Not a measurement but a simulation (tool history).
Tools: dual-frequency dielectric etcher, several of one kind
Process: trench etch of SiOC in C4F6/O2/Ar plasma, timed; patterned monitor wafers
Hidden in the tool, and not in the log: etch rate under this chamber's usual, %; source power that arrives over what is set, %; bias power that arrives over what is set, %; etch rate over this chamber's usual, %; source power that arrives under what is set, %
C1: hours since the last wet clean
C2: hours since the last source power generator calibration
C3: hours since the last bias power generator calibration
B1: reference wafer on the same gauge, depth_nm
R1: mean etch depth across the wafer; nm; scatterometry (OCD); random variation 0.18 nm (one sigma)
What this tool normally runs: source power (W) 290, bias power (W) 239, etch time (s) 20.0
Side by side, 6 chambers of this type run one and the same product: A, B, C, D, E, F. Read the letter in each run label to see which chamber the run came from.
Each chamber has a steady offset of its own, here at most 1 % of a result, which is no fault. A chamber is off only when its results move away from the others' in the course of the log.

run 1D hour=5.5 | source_power_(W)=290 bias_power_(W)=239 etch_time_(s)=20.0 | C1=363.6 C2=2834.8 C3=1592.8 | B1=39.778 | R1=40.064
run 2E hour=8.9 | source_power_(W)=290 bias_power_(W)=239 etch_time_(s)=20.0 | C1=362.2 C2=726.5 C3=1510.6 | B1=39.874 | R1=40.115
run 3A hour=15.3 | source_power_(W)=290 bias_power_(W)=239 etch_time_(s)=20.0 | C1=148.3 C2=1119.5 C3=341.1 | B1=39.834 | R1=40.550
run 4B hour=19.9 | source_power_(W)=290 bias_power_(W)=239 etch_time_(s)=20.0 | C1=271.6 C2=3238.3 C3=914.6 | B1=39.756 | R1=39.975
run 5C hour=25.2 | source_power_(W)=290 bias_power_(W)=239 etch_time_(s)=20.0 | C1=169.4 C2=3264.8 C3=1355.6 | B1=39.768 | R1=40.190
run 6F hour=28.6 | source_power_(W)=290 bias_power_(W)=239 etch_time_(s)=20.0 | C1=371.5 C2=2461.2 C3=1861.6 | B1=39.842 | R1=40.523
run 7A hour=34.3 | source_power_(W)=290 bias_power_(W)=239 etch_time_(s)=20.0 | C1=167.3 C2=1138.5 C3=360.1 | B1=39.833 | R1=40.316
run 8D hour=37.4 | source_power_(W)=240 bias_power_(W)=239 etch_time_(s)=22.5 | C1=395.5 C2=2866.7 C3=1624.7 | B1=39.790 | R1=41.836
run 9C hour=42.9 | source_power_(W)=240 bias_power_(W)=239 etch_time_(s)=22.5 | C1=187.1 C2=3282.5 C3=1373.3 | B1=39.741 | R1=42.376
run 10F hour=47.2 | source_power_(W)=240 bias_power_(W)=239 etch_time_(s)=22.5 | C1=390.1 C2=2479.8 C3=1880.2 | B1=39.791 | R1=42.386
run 11B hour=52.4 | source_power_(W)=240 bias_power_(W)=239 etch_time_(s)=22.5 | C1=304.1 C2=3270.8 C3=947.1 | B1=39.837 | R1=41.909
run 12E hour=59.0 | source_power_(W)=240 bias_power_(W)=239 etch_time_(s)=22.5 | C1=412.3 C2=776.6 C3=1560.7 | B1=39.791 | R1=42.494
run 13D hour=65.3 | source_power_(W)=240 bias_power_(W)=239 etch_time_(s)=22.5 | C1=423.4 C2=2894.6 C3=1652.6 | B1=39.789 | R1=41.813
run 14F hour=70.2 | source_power_(W)=290 bias_power_(W)=239 etch_time_(s)=20.0 | C1=413.1 C2=2502.8 C3=1903.2 | B1=39.807 | R1=40.410
run 15B hour=74.6 | source_power_(W)=290 bias_power_(W)=239 etch_time_(s)=20.0 | C1=326.3 C2=3293.0 C3=969.3 | B1=39.787 | R1=40.082
run 16E hour=78.2 | source_power_(W)=290 bias_power_(W)=283 etch_time_(s)=23.0 | C1=431.5 C2=795.8 C3=1579.9 | B1=39.823 | R1=49.142
run 17C hour=82.4 | source_power_(W)=290 bias_power_(W)=283 etch_time_(s)=23.0 | C1=226.6 C2=3322.0 C3=1412.8 | B1=39.809 | R1=49.111
run 18A hour=88.8 | source_power_(W)=290 bias_power_(W)=283 etch_time_(s)=23.0 | C1=221.8 C2=1193.0 C3=414.6 | B1=39.806 | R1=49.154
-- hour=92.4 chamber D: bias power generator calibrated
run 19C hour=93.0 | source_power_(W)=290 bias_power_(W)=283 etch_time_(s)=23.0 | C1=237.2 C2=3332.6 C3=1423.4 | B1=39.798 | R1=49.332
run 20E hour=96.5 | source_power_(W)=290 bias_power_(W)=283 etch_time_(s)=23.0 | C1=449.8 C2=814.1 C3=1598.2 | B1=39.810 | R1=49.010
run 21D hour=102.0 | source_power_(W)=290 bias_power_(W)=283 etch_time_(s)=23.0 | C1=460.1 C2=2931.3 C3=9.7 | B1=39.799 | R1=49.014
run 22B hour=108.1 | source_power_(W)=290 bias_power_(W)=239 etch_time_(s)=20.0 | C1=359.8 C2=3326.5 C3=1002.8 | B1=39.837 | R1=40.244
run 23A hour=113.4 | source_power_(W)=290 bias_power_(W)=279 etch_time_(s)=20.0 | C1=246.4 C2=1217.6 C3=439.2 | B1=39.786 | R1=42.762
run 24F hour=119.1 | source_power_(W)=290 bias_power_(W)=279 etch_time_(s)=20.0 | C1=462.0 C2=2551.7 C3=1952.1 | B1=39.867 | R1=42.775
run 25D hour=122.7 | source_power_(W)=290 bias_power_(W)=279 etch_time_(s)=20.0 | C1=480.8 C2=2952.0 C3=30.4 | B1=39.799 | R1=42.292
run 26B hour=125.7 | source_power_(W)=290 bias_power_(W)=279 etch_time_(s)=20.0 | C1=377.4 C2=3344.1 C3=1020.4 | B1=39.752 | R1=42.259
run 27C hour=130.3 | source_power_(W)=290 bias_power_(W)=279 etch_time_(s)=20.0 | C1=274.5 C2=3369.9 C3=1460.7 | B1=39.802 | R1=42.489
run 28E hour=137.0 | source_power_(W)=290 bias_power_(W)=279 etch_time_(s)=20.0 | C1=490.3 C2=854.6 C3=1638.7 | B1=39.757 | R1=42.313
run 29A hour=140.3 | source_power_(W)=290 bias_power_(W)=186 etch_time_(s)=22.5 | C1=273.3 C2=1244.5 C3=466.1 | B1=39.768 | R1=41.765
run 30F hour=144.3 | source_power_(W)=290 bias_power_(W)=186 etch_time_(s)=22.5 | C1=487.2 C2=2576.9 C3=1977.3 | B1=39.785 | R1=41.827
run 31E hour=150.8 | source_power_(W)=290 bias_power_(W)=186 etch_time_(s)=22.5 | C1=504.1 C2=868.4 C3=1652.5 | B1=39.799 | R1=41.727
run 32C hour=154.7 | source_power_(W)=290 bias_power_(W)=186 etch_time_(s)=22.5 | C1=298.9 C2=3394.3 C3=1485.1 | B1=39.790 | R1=41.625
run 33A hour=159.4 | source_power_(W)=290 bias_power_(W)=186 etch_time_(s)=22.5 | C1=292.4 C2=1263.6 C3=485.2 | B1=39.813 | R1=41.524
run 34D hour=166.1 | source_power_(W)=290 bias_power_(W)=186 etch_time_(s)=22.5 | C1=524.2 C2=2995.4 C3=73.8 | B1=39.854 | R1=41.416
run 35F hour=169.2 | source_power_(W)=290 bias_power_(W)=239 etch_time_(s)=20.0 | C1=512.1 C2=2601.8 C3=2002.2 | B1=39.800 | R1=40.676
run 36B hour=173.4 | source_power_(W)=350 bias_power_(W)=198 etch_time_(s)=20.0 | C1=425.1 C2=3391.8 C3=1068.1 | B1=39.776 | R1=40.305
run 37B hour=177.3 | source_power_(W)=350 bias_power_(W)=198 etch_time_(s)=20.0 | C1=429.0 C2=3395.7 C3=1072.0 | B1=39.808 | R1=40.294
run 38A hour=181.7 | source_power_(W)=350 bias_power_(W)=198 etch_time_(s)=20.0 | C1=314.7 C2=1285.9 C3=507.5 | B1=39.777 | R1=40.660
run 39E hour=186.6 | source_power_(W)=350 bias_power_(W)=198 etch_time_(s)=20.0 | C1=539.9 C2=904.2 C3=1688.3 | B1=39.807 | R1=40.338

Has any chamber moved away from the others, gradually or after a service, or does the common gauge drift, or do the chambers differ only by their own small steady offsets? State the chamber and the most likely cause if one applies.

The fleet is healthy, with each chamber sitting at its usual small offset and no drift in the gauge.

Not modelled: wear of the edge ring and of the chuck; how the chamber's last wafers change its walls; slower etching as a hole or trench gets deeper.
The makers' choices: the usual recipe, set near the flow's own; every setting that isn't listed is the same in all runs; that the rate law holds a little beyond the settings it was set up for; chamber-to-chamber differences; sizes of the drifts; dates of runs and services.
